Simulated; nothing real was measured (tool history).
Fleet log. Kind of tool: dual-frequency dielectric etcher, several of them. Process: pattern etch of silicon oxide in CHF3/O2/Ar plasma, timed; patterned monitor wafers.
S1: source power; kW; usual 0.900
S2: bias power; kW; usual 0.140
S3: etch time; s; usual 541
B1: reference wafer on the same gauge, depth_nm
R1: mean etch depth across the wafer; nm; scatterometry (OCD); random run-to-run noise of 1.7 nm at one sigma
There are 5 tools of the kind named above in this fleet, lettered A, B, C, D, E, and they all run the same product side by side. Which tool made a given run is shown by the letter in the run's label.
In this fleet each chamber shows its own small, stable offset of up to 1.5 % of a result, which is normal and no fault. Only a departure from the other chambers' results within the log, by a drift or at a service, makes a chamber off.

Run 1C, hour 15.3: usual settings; B1 1089.2. Result: R1 1147.2 nm.
Run 2A, hour 22.1: usual settings; B1 1089.1. Result: R1 1154.5 nm.
At hour 22.9: chamber B: wet clean of the chamber.
Run 3B, hour 36.9: usual settings; B1 1089.6. Result: R1 1141.6 nm.
Run 4E, hour 44.3: usual settings; B1 1089.4. Result: R1 1154.3 nm.
Run 5D, hour 51.4: usual settings; B1 1089.0. Result: R1 1161.2 nm.
Run 6A, hour 59.6: usual settings; B1 1089.4. Result: R1 1157.6 nm.
Run 7E, hour 72.6: usual settings; B1 1088.2. Result: R1 1148.7 nm.
Run 8C, hour 85.6: usual settings; B1 1088.6. Result: R1 1148.7 nm.
Run 9D, hour 93.1: usual settings but S1 1.060 kW; B1 1088.0. Result: R1 1239.6 nm.
Run 10B, hour 104.6: usual settings but S1 1.060 kW; B1 1088.3. Result: R1 1215.5 nm.
Run 11E, hour 114.9: usual settings but S1 1.060 kW; B1 1088.2. Result: R1 1226.0 nm.
At hour 122.0: chamber B: bias power generator calibrated.
Run 12B, hour 122.3: usual settings but S1 1.060 kW; B1 1088.0. Result: R1 1217.0 nm.
Run 13D, hour 131.1: usual settings but S1 1.060 kW; B1 1088.3. Result: R1 1242.1 nm.
Run 14A, hour 143.1: usual settings; B1 1087.7. Result: R1 1157.7 nm.
Run 15C, hour 156.5: usual settings; B1 1087.6. Result: R1 1148.0 nm.
Run 16D, hour 169.7: usual settings but S2 0.121 kW; B1 1087.7. Result: R1 1114.6 nm.
Run 17C, hour 179.9: usual settings but S2 0.121 kW; B1 1087.1. Result: R1 1096.7 nm.
Run 18E, hour 194.0: usual settings but S2 0.121 kW; B1 1087.1. Result: R1 1102.4 nm.
Run 19A, hour 203.9: usual settings but S2 0.121 kW; B1 1086.7. Result: R1 1106.9 nm.
Run 20B, hour 219.4: usual settings but S2 0.121 kW; B1 1086.7. Result: R1 1087.3 nm.
Run 21B, hour 226.5: usual settings; B1 1086.6. Result: R1 1136.2 nm.
Run 22E, hour 235.2: usual settings; B1 1086.7. Result: R1 1150.4 nm.
Run 23C, hour 248.0: usual settings; B1 1086.6. Result: R1 1145.1 nm.
Run 24D, hour 262.3: usual settings; B1 1085.9. Result: R1 1159.7 nm.
Run 25A, hour 271.1: usual settings; B1 1085.8. Result: R1 1154.2 nm.
Run 26D, hour 278.9: usual settings; B1 1085.6. Result: R1 1160.7 nm.
Run 27B, hour 292.6: usual settings; B1 1085.4. Result: R1 1134.9 nm.
Run 28A, hour 307.5: usual settings; B1 1085.2. Result: R1 1151.9 nm.
At hour 311.1: chamber E: bias power generator calibrated.
Run 29E, hour 322.5: usual settings; B1 1085.2. Result: R1 1147.7 nm.
Run 30C, hour 335.6: usual settings; B1 1084.7. Result: R1 1143.9 nm.
Run 31D, hour 345.5: usual settings; B1 1085.0. Result: R1 1161.0 nm.
Run 32B, hour 360.4: usual settings; B1 1084.6. Result: R1 1132.6 nm.
Run 33A, hour 370.6: usual settings; B1 1084.5. Result: R1 1153.1 nm.
Run 34E, hour 383.4: usual settings; B1 1084.1. Result: R1 1145.7 nm.
Run 35C, hour 391.5: usual settings; B1 1084.3. Result: R1 1144.2 nm.
Run 36E, hour 407.1: usual settings; B1 1083.4. Result: R1 1146.1 nm.

Next, every chamber runs the same settings. What will each give?
Run 37A, hour 418.3: usual settings. Result: R1 ?.
Run 37B, hour 418.3: usual settings. Result: R1 ?.
Run 37C, hour 418.3: usual settings. Result: R1 ?.
Run 37D, hour 418.3: usual settings. Result: R1 ?.
Run 37E, hour 418.3: usual settings. Result: R1 ?.

run      R1
37A  1154.1
37B  1135.5
37C  1144.0
37D  1160.5
37E  1142.6

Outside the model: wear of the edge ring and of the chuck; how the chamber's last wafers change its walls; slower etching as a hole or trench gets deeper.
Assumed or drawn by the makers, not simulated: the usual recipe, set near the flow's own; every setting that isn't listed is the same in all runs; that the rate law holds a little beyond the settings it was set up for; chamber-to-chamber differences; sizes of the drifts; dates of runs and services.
